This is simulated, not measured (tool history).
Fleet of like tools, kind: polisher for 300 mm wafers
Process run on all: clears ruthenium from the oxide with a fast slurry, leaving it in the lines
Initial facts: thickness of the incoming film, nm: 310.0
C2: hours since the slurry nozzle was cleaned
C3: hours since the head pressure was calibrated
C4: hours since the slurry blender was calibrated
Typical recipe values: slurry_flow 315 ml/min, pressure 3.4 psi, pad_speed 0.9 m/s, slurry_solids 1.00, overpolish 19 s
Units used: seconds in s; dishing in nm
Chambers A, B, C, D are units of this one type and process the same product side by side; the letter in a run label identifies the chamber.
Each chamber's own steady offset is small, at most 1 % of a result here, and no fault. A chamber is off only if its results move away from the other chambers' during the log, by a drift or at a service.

{"run": "1B", "hour": 4.1, "slurry_flow": 315, "pressure": 3.4, "pad_speed": 0.9, "slurry_solids": 1.0, "overpolish": 19, "wafers polished on this pad": 288, "C2": 456.2, "C3": 147.4, "C4": 151.4, "seconds": 67.249, "dishing": 31.428}
{"hour": 4.9, "done": "chamber D: slurry blender recalibrated"}
{"run": "2C", "hour": 7.7, "slurry_flow": 315, "pressure": 3.4, "pad_speed": 0.9, "slurry_solids": 1.0, "overpolish": 19, "wafers polished on this pad": 800, "C2": 91.8, "C3": 415.7, "C4": 189.0, "seconds": 67.804, "dishing": 31.293}
{"run": "3D", "hour": 11.4, "slurry_flow": 315, "pressure": 3.4, "pad_speed": 0.9, "slurry_solids": 1.0, "overpolish": 19, "wafers polished on this pad": 1238, "C2": 423.5, "C3": 743.8, "C4": 6.5, "seconds": 65.879, "dishing": 31.344}
{"run": "4A", "hour": 14.6, "slurry_flow": 315, "pressure": 3.4, "pad_speed": 0.9, "slurry_solids": 1.0, "overpolish": 19, "wafers polished on this pad": 261, "C2": 43.9, "C3": 803.7, "C4": 195.4, "seconds": 67.899, "dishing": 31.652}
{"hour": 16.9, "done": "chamber D: worn pad replaced by a new one"}
{"run": "5C", "hour": 18.7, "slurry_flow": 315, "pressure": 3.4, "pad_speed": 0.9, "slurry_solids": 1.0, "overpolish": 19, "wafers polished on this pad": 897, "C2": 102.8, "C3": 426.7, "C4": 200.0, "seconds": 67.421, "dishing": 31.756}
{"run": "6B", "hour": 23.4, "slurry_flow": 315, "pressure": 3.4, "pad_speed": 0.9, "slurry_solids": 1.0, "overpolish": 19, "wafers polished on this pad": 457, "C2": 475.5, "C3": 166.7, "C4": 170.7, "seconds": 66.758, "dishing": 30.453}
{"run": "7D", "hour": 27.3, "slurry_flow": 315, "pressure": 3.4, "pad_speed": 0.9, "slurry_solids": 1.0, "overpolish": 19, "wafers polished on this pad": 91, "C2": 439.4, "C3": 759.7, "C4": 22.4, "seconds": 66.811, "dishing": 31.723}
{"run": "8A", "hour": 29.8, "slurry_flow": 315, "pressure": 3.4, "pad_speed": 0.9, "slurry_solids": 1.0, "overpolish": 19, "wafers polished on this pad": 394, "C2": 59.1, "C3": 818.9, "C4": 210.6, "seconds": 67.138, "dishing": 30.486}
{"run": "9B", "hour": 33.9, "slurry_flow": 315, "pressure": 3.4, "pad_speed": 0.9, "slurry_solids": 1.0, "overpolish": 19, "wafers polished on this pad": 549, "C2": 486.0, "C3": 177.2, "C4": 181.2, "seconds": 68.094, "dishing": 31.143}
{"run": "10A", "hour": 36.7, "slurry_flow": 315, "pressure": 4.1, "pad_speed": 0.9, "slurry_solids": 1.0, "overpolish": 19, "wafers polished on this pad": 455, "C2": 66.0, "C3": 825.8, "C4": 217.5, "seconds": 55.703, "dishing": 33.078}
{"run": "11D", "hour": 39.5, "slurry_flow": 315, "pressure": 4.1, "pad_speed": 0.9, "slurry_solids": 1.0, "overpolish": 19, "wafers polished on this pad": 198, "C2": 451.6, "C3": 771.9, "C4": 34.6, "seconds": 55.626, "dishing": 34.346}
{"run": "12C", "hour": 44.5, "slurry_flow": 315, "pressure": 4.1, "pad_speed": 0.9, "slurry_solids": 1.0, "overpolish": 19, "wafers polished on this pad": 1122, "C2": 128.6, "C3": 452.5, "C4": 225.8, "seconds": 55.986, "dishing": 32.296}
{"run": "13B", "hour": 48.0, "slurry_flow": 315, "pressure": 4.1, "pad_speed": 0.9, "slurry_solids": 1.0, "overpolish": 19, "wafers polished on this pad": 672, "C2": 500.1, "C3": 191.3, "C4": 195.3, "seconds": 55.346, "dishing": 33.358}
{"run": "14A", "hour": 51.5, "slurry_flow": 315, "pressure": 3.4, "pad_speed": 0.9, "slurry_solids": 1.0, "overpolish": 19, "wafers polished on this pad": 584, "C2": 80.8, "C3": 840.6, "C4": 232.3, "seconds": 67.115, "dishing": 31.218}
{"run": "15C", "hour": 54.7, "slurry_flow": 215, "pressure": 3.4, "pad_speed": 0.6, "slurry_solids": 1.0, "overpolish": 19, "wafers polished on this pad": 1212, "C2": 138.8, "C3": 462.7, "C4": 236.0, "seconds": 103.94, "dishing": 26.577}
{"run": "16D", "hour": 58.1, "slurry_flow": 215, "pressure": 3.4, "pad_speed": 0.6, "slurry_solids": 1.0, "overpolish": 19, "wafers polished on this pad": 361, "C2": 470.2, "C3": 790.5, "C4": 53.2, "seconds": 104.95, "dishing": 27.574}
{"run": "17A", "hour": 61.1, "slurry_flow": 215, "pressure": 3.4, "pad_speed": 0.6, "slurry_solids": 1.0, "overpolish": 19, "wafers polished on this pad": 668, "C2": 90.4, "C3": 850.2, "C4": 241.9, "seconds": 107.27, "dishing": 27.267}
{"run": "18B", "hour": 64.5, "slurry_flow": 215, "pressure": 3.4, "pad_speed": 0.6, "slurry_solids": 1.0, "overpolish": 19, "wafers polished on this pad": 816, "C2": 516.6, "C3": 207.8, "C4": 211.8, "seconds": 104.79, "dishing": 26.98}
{"run": "19C", "hour": 69.2, "slurry_flow": 315, "pressure": 3.4, "pad_speed": 0.9, "slurry_solids": 1.0, "overpolish": 19, "wafers polished on this pad": 1339, "C2": 153.3, "C3": 477.2, "C4": 250.5, "seconds": 67.548, "dishing": 31.982}
{"run": "20D", "hour": 71.8, "slurry_flow": 315, "pressure": 3.4, "pad_speed": 0.9, "slurry_solids": 1.25, "overpolish": 19, "wafers polished on this pad": 481, "C2": 483.9, "C3": 804.2, "C4": 66.9, "seconds": 60.383, "dishing": 32.249}
{"run": "21B", "hour": 75.6, "slurry_flow": 315, "pressure": 3.4, "pad_speed": 0.9, "slurry_solids": 1.25, "overpolish": 19, "wafers polished on this pad": 914, "C2": 527.7, "C3": 218.9, "C4": 222.9, "seconds": 61.234, "dishing": 32.43}
{"run": "22D", "hour": 80.1, "slurry_flow": 315, "pressure": 3.4, "pad_speed": 0.9, "slurry_solids": 1.25, "overpolish": 19, "wafers polished on this pad": 553, "C2": 492.2, "C3": 812.5, "C4": 75.2, "seconds": 61.295, "dishing": 32.768}
{"run": "23C", "hour": 83.5, "slurry_flow": 315, "pressure": 3.4, "pad_speed": 0.9, "slurry_solids": 1.25, "overpolish": 19, "wafers polished on this pad": 1464, "C2": 167.6, "C3": 491.5, "C4": 264.8, "seconds": 61.339, "dishing": 32.065}
{"run": "24A", "hour": 86.5, "slurry_flow": 315, "pressure": 3.4, "pad_speed": 0.9, "slurry_solids": 1.0, "overpolish": 19, "wafers polished on this pad": 890, "C2": 115.8, "C3": 875.6, "C4": 267.3, "seconds": 67.944, "dishing": 31.414}
{"run": "25A", "hour": 89.2, "slurry_flow": 315, "pressure": 3.4, "pad_speed": 0.9, "slurry_solids": 1.0, "overpolish": 19, "wafers polished on this pad": 914, "C2": 118.5, "C3": 878.3, "C4": 270.0, "seconds": 66.98, "dishing": 31.088}

Next, every chamber runs the same settings. What will each give?
{"run": "26A", "hour": 92.9, "slurry_flow": 315, "pressure": 3.4, "pad_speed": 0.9, "slurry_solids": 1.0, "overpolish": 19, "seconds": "?", "dishing": "?"}
{"run": "26B", "hour": 92.9, "slurry_flow": 315, "pressure": 3.4, "pad_speed": 0.9, "slurry_solids": 1.0, "overpolish": 19, "seconds": "?", "dishing": "?"}
{"run": "26C", "hour": 92.9, "slurry_flow": 315, "pressure": 3.4, "pad_speed": 0.9, "slurry_solids": 1.0, "overpolish": 19, "seconds": "?", "dishing": "?"}
{"run": "26D", "hour": 92.9, "slurry_flow": 315, "pressure": 3.4, "pad_speed": 0.9, "slurry_solids": 1.0, "overpolish": 19, "seconds": "?", "dishing": "?"}

run=26A seconds=67.527 dishing=31.062
run=26B seconds=68.165 dishing=31.281
run=26C seconds=67.000 dishing=31.715
run=26D seconds=66.693 dishing=31.952
